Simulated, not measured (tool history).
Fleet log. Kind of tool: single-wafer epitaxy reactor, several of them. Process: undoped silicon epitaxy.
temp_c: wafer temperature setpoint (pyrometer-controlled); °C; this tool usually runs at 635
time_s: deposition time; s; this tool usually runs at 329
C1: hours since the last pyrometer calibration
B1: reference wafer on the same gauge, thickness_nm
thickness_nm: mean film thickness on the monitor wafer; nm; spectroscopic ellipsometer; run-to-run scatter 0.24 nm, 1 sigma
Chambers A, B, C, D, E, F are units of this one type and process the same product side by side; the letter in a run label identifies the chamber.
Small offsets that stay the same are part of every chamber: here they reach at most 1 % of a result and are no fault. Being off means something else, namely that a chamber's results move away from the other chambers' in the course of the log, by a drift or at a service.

{"run": "1F", "hour": 9.0, "temp_c": 635, "time_s": 329, "C1": 172.5, "B1": 45.178, "thickness_nm": 39.475}
{"run": "2B", "hour": 16.6, "temp_c": 635, "time_s": 329, "C1": 332.9, "B1": 45.213, "thickness_nm": 39.255}
{"run": "3A", "hour": 24.5, "temp_c": 635, "time_s": 329, "C1": 1841.1, "B1": 45.191, "thickness_nm": 39.689}
{"run": "4E", "hour": 32.5, "temp_c": 635, "time_s": 329, "C1": 2003.1, "B1": 45.223, "thickness_nm": 39.353}
{"run": "5D", "hour": 40.5, "temp_c": 635, "time_s": 329, "C1": 1868.1, "B1": 45.205, "thickness_nm": 39.801}
{"run": "6C", "hour": 54.7, "temp_c": 635, "time_s": 329, "C1": 551.7, "B1": 45.159, "thickness_nm": 39.79}
{"run": "7A", "hour": 62.4, "temp_c": 635, "time_s": 329, "C1": 1879.0, "B1": 45.172, "thickness_nm": 39.965}
{"run": "8D", "hour": 71.0, "temp_c": 635, "time_s": 329, "C1": 1898.6, "B1": 45.294, "thickness_nm": 39.74}
{"run": "9E", "hour": 84.4, "temp_c": 635, "time_s": 329, "C1": 2055.0, "B1": 45.172, "thickness_nm": 39.53}
{"run": "10C", "hour": 96.3, "temp_c": 635, "time_s": 329, "C1": 593.3, "B1": 45.246, "thickness_nm": 39.506}
{"run": "11F", "hour": 106.5, "temp_c": 635, "time_s": 329, "C1": 270.0, "B1": 45.204, "thickness_nm": 39.265}
{"run": "12B", "hour": 121.5, "temp_c": 635, "time_s": 329, "C1": 437.8, "B1": 45.192, "thickness_nm": 39.545}
{"run": "13D", "hour": 130.8, "temp_c": 621, "time_s": 329, "C1": 1958.4, "B1": 45.204, "thickness_nm": 28.828}
{"run": "14F", "hour": 139.3, "temp_c": 621, "time_s": 329, "C1": 302.8, "B1": 45.171, "thickness_nm": 28.722}
{"run": "15C", "hour": 148.8, "temp_c": 621, "time_s": 329, "C1": 645.8, "B1": 45.194, "thickness_nm": 28.73}
{"run": "16A", "hour": 159.9, "temp_c": 621, "time_s": 329, "C1": 1976.5, "B1": 45.162, "thickness_nm": 28.893}
{"run": "17E", "hour": 174.5, "temp_c": 621, "time_s": 329, "C1": 2145.1, "B1": 45.189, "thickness_nm": 28.382}
{"run": "18B", "hour": 189.0, "temp_c": 621, "time_s": 329, "C1": 505.3, "B1": 45.2, "thickness_nm": 28.76}
{"run": "19E", "hour": 204.0, "temp_c": 635, "time_s": 329, "C1": 2174.6, "B1": 45.173, "thickness_nm": 39.435}
{"run": "20D", "hour": 212.9, "temp_c": 635, "time_s": 329, "C1": 2040.5, "B1": 45.183, "thickness_nm": 40.072}
{"run": "21A", "hour": 223.0, "temp_c": 635, "time_s": 329, "C1": 2039.6, "B1": 45.21, "thickness_nm": 39.444}
{"run": "22F", "hour": 230.3, "temp_c": 645, "time_s": 329, "C1": 393.8, "B1": 45.22, "thickness_nm": 49.491}
{"hour": 230.9, "done": "chamber D: pyrometer calibrated"}
{"run": "23B", "hour": 241.4, "temp_c": 645, "time_s": 329, "C1": 557.7, "B1": 45.183, "thickness_nm": 49.397}
{"run": "24C", "hour": 252.9, "temp_c": 645, "time_s": 329, "C1": 749.9, "B1": 45.232, "thickness_nm": 49.822}
{"run": "25A", "hour": 268.0, "temp_c": 645, "time_s": 329, "C1": 2084.6, "B1": 45.225, "thickness_nm": 49.829}
{"run": "26B", "hour": 276.8, "temp_c": 645, "time_s": 329, "C1": 593.1, "B1": 45.196, "thickness_nm": 49.841}
{"run": "27E", "hour": 286.8, "temp_c": 645, "time_s": 329, "C1": 2257.4, "B1": 45.163, "thickness_nm": 48.844}
{"run": "28D", "hour": 296.9, "temp_c": 635, "time_s": 329, "C1": 66.1, "B1": 45.194, "thickness_nm": 37.169}
{"run": "29C", "hour": 307.4, "temp_c": 635, "time_s": 329, "C1": 804.4, "B1": 45.182, "thickness_nm": 39.79}
{"run": "30F", "hour": 317.4, "temp_c": 635, "time_s": 329, "C1": 480.9, "B1": 45.19, "thickness_nm": 39.82}
{"run": "31F", "hour": 326.4, "temp_c": 635, "time_s": 329, "C1": 489.9, "B1": 45.192, "thickness_nm": 39.287}
{"run": "32D", "hour": 338.7, "temp_c": 635, "time_s": 329, "C1": 107.9, "B1": 45.172, "thickness_nm": 36.699}
{"run": "33B", "hour": 346.1, "temp_c": 635, "time_s": 329, "C1": 662.4, "B1": 45.235, "thickness_nm": 39.452}
{"run": "34C", "hour": 357.6, "temp_c": 635, "time_s": 329, "C1": 854.6, "B1": 45.222, "thickness_nm": 39.832}
{"run": "35A", "hour": 366.1, "temp_c": 635, "time_s": 383, "C1": 2182.7, "B1": 45.158, "thickness_nm": 46.031}
{"run": "36E", "hour": 379.4, "temp_c": 635, "time_s": 383, "C1": 2350.0, "B1": 45.172, "thickness_nm": 45.944}
{"run": "37D", "hour": 390.5, "temp_c": 635, "time_s": 383, "C1": 159.7, "B1": 45.191, "thickness_nm": 42.95}
{"run": "38A", "hour": 403.9, "temp_c": 635, "time_s": 383, "C1": 2220.5, "B1": 45.15, "thickness_nm": 46.552}
{"run": "39F", "hour": 417.0, "temp_c": 635, "time_s": 383, "C1": 580.5, "B1": 45.113, "thickness_nm": 46.568}
{"run": "40C", "hour": 432.9, "temp_c": 635, "time_s": 383, "C1": 929.9, "B1": 45.193, "thickness_nm": 46.163}

Each of the 6 chambers runs these same settings next. Fill in every chamber's results:
{"run": "41A", "hour": 444.5, "temp_c": 645, "time_s": 329, "thickness_nm": "?"}
{"run": "41B", "hour": 444.5, "temp_c": 645, "time_s": 329, "thickness_nm": "?"}
{"run": "41C", "hour": 444.5, "temp_c": 645, "time_s": 329, "thickness_nm": "?"}
{"run": "41D", "hour": 444.5, "temp_c": 645, "time_s": 329, "thickness_nm": "?"}
{"run": "41E", "hour": 444.5, "temp_c": 645, "time_s": 329, "thickness_nm": "?"}
{"run": "41F", "hour": 444.5, "temp_c": 645, "time_s": 329, "thickness_nm": "?"}

run=41A thickness_nm=49.632
run=41B thickness_nm=49.851
run=41C thickness_nm=49.350
run=41D thickness_nm=46.240
run=41E thickness_nm=48.293
run=41F thickness_nm=49.255

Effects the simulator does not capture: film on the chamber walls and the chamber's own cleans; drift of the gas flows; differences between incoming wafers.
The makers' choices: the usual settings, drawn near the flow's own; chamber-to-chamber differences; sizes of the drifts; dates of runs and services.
